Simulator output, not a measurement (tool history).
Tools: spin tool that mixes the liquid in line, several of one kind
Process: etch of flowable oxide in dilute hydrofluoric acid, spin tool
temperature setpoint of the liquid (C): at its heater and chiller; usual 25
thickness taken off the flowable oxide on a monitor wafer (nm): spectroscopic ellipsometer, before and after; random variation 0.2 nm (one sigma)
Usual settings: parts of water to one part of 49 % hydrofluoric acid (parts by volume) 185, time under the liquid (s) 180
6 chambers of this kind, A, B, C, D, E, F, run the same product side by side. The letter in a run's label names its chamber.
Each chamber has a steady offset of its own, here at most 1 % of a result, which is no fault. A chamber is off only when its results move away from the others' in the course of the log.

| run | day | temperature setpoint of the liquid (C) | parts of water to one part of 49 % hydrofluoric acid (parts by volume) | time under the liquid (s) | read-back film thickness of the flowable oxide reference wafer, read on the same gauge (nm) | thickness taken off the flowable oxide on a monitor wafer (nm) |
|---|---|---|---|---|---|---|
| 1D | 0.321 | 25 | 185 | 180 | 30.008 | 22.863 |
| 2F | 0.862 | 25 | 185 | 180 | 30.025 | 23.009 |
| 3C | 1.196 | 25 | 185 | 180 | 29.981 | 22.580 |
| 4E | 1.746 | 25 | 185 | 180 | 29.985 | 22.742 |
| 5A | 2.379 | 25 | 185 | 180 | 30.034 | 22.897 |
| 6B | 2.754 | 25 | 185 | 180 | 30.004 | 23.133 |
| 7F | 3.371 | 25 | 95 | 180 | 30.046 | 49.060 |
| 8A | 3.979 | 25 | 95 | 180 | 30.013 | 50.518 |
| 9B | 4.525 | 25 | 95 | 180 | 29.962 | 49.777 |
| 10C | 4.838 | 25 | 95 | 180 | 29.978 | 49.913 |
|  | 5.225 | chamber F: hydrofluoric acid flow meter replaced |
| 11D | 5.475 | 25 | 95 | 180 | 30.048 | 48.852 |
| 12E | 5.875 | 25 | 95 | 180 | 30.003 | 49.364 |
|  | 6.438 | chamber E: hydrofluoric acid flow meter replaced |
| 13C | 6.475 | 25 | 185 | 180 | 30.057 | 22.432 |
| 14B | 6.846 | 25 | 235 | 180 | 29.977 | 17.106 |
|  | 7.088 | chamber C: thermometer replaced |
| 15F | 7.396 | 25 | 235 | 180 | 29.957 | 17.327 |
| 16E | 7.817 | 25 | 235 | 180 | 29.977 | 17.336 |
| 17D | 8.275 | 25 | 235 | 180 | 30.049 | 16.071 |
| 18A | 8.775 | 25 | 235 | 180 | 30.021 | 16.887 |
| 19F | 9.375 | 25 | 235 | 180 | 29.999 | 17.350 |
|  | 9.667 | chamber D: thermometer replaced |
| 20B | 9.854 | 25 | 185 | 180 | 30.002 | 22.835 |
| 21E | 10.154 | 25 | 185 | 180 | 30.000 | 22.872 |
|  | 10.412 | chamber F: thermometer replaced |
| 22A | 10.550 | 25 | 185 | 180 | 30.013 | 22.819 |
| 23C | 11.129 | 25 | 185 | 180 | 30.005 | 22.480 |
| 24D | 11.788 | 25 | 185 | 180 | 29.998 | 21.333 |
| 25E | 12.188 | 25 | 185 | 180 | 29.992 | 22.882 |
| 26A | 12.533 | 25 | 185 | 180 | 29.993 | 22.675 |
| 27D | 12.958 | 25 | 185 | 180 | 29.999 | 20.935 |
| 28F | 13.354 | 25 | 185 | 180 | 30.019 | 23.065 |
| 29C | 13.796 | 25 | 185 | 180 | 29.995 | 23.005 |
| 30B | 14.354 | 25 | 185 | 180 | 30.025 | 22.953 |
|  | 14.454 | chamber A: hydrofluoric acid flow meter replaced |
| 31E | 15.008 | 25 | 185 | 180 | 29.962 | 23.150 |
| 32F | 15.583 | 25 | 185 | 180 | 30.002 | 23.244 |
| 33D | 16.233 | 25 | 185 | 180 | 29.961 | 20.407 |
| 34C | 16.742 | 25 | 185 | 180 | 30.005 | 23.093 |
|  | 16.746 | chamber A: thermometer replaced |
| 35B | 17.192 | 25 | 185 | 180 | 29.980 | 22.827 |
| 36A | 17.608 | 25 | 185 | 115 | 30.047 | 14.620 |

Next, every chamber runs the same settings. What will each give?
| 37A | 18.100 | 21 | 185 | 180 |  | ? |
| 37B | 18.100 | 21 | 185 | 180 |  | ? |
| 37C | 18.100 | 21 | 185 | 180 |  | ? |
| 37D | 18.100 | 21 | 185 | 180 |  | ? |
| 37E | 18.100 | 21 | 185 | 180 |  | ? |
| 37F | 18.100 | 21 | 185 | 180 |  | ? |

| run | thickness taken off the flowable oxide on a monitor wafer (nm) |
|---|---|
| 37A | 19.545 |
| 37B | 19.762 |
| 37C | 19.674 |
| 37D | 17.355 |
| 37E | 19.688 |
| 37F | 19.536 |

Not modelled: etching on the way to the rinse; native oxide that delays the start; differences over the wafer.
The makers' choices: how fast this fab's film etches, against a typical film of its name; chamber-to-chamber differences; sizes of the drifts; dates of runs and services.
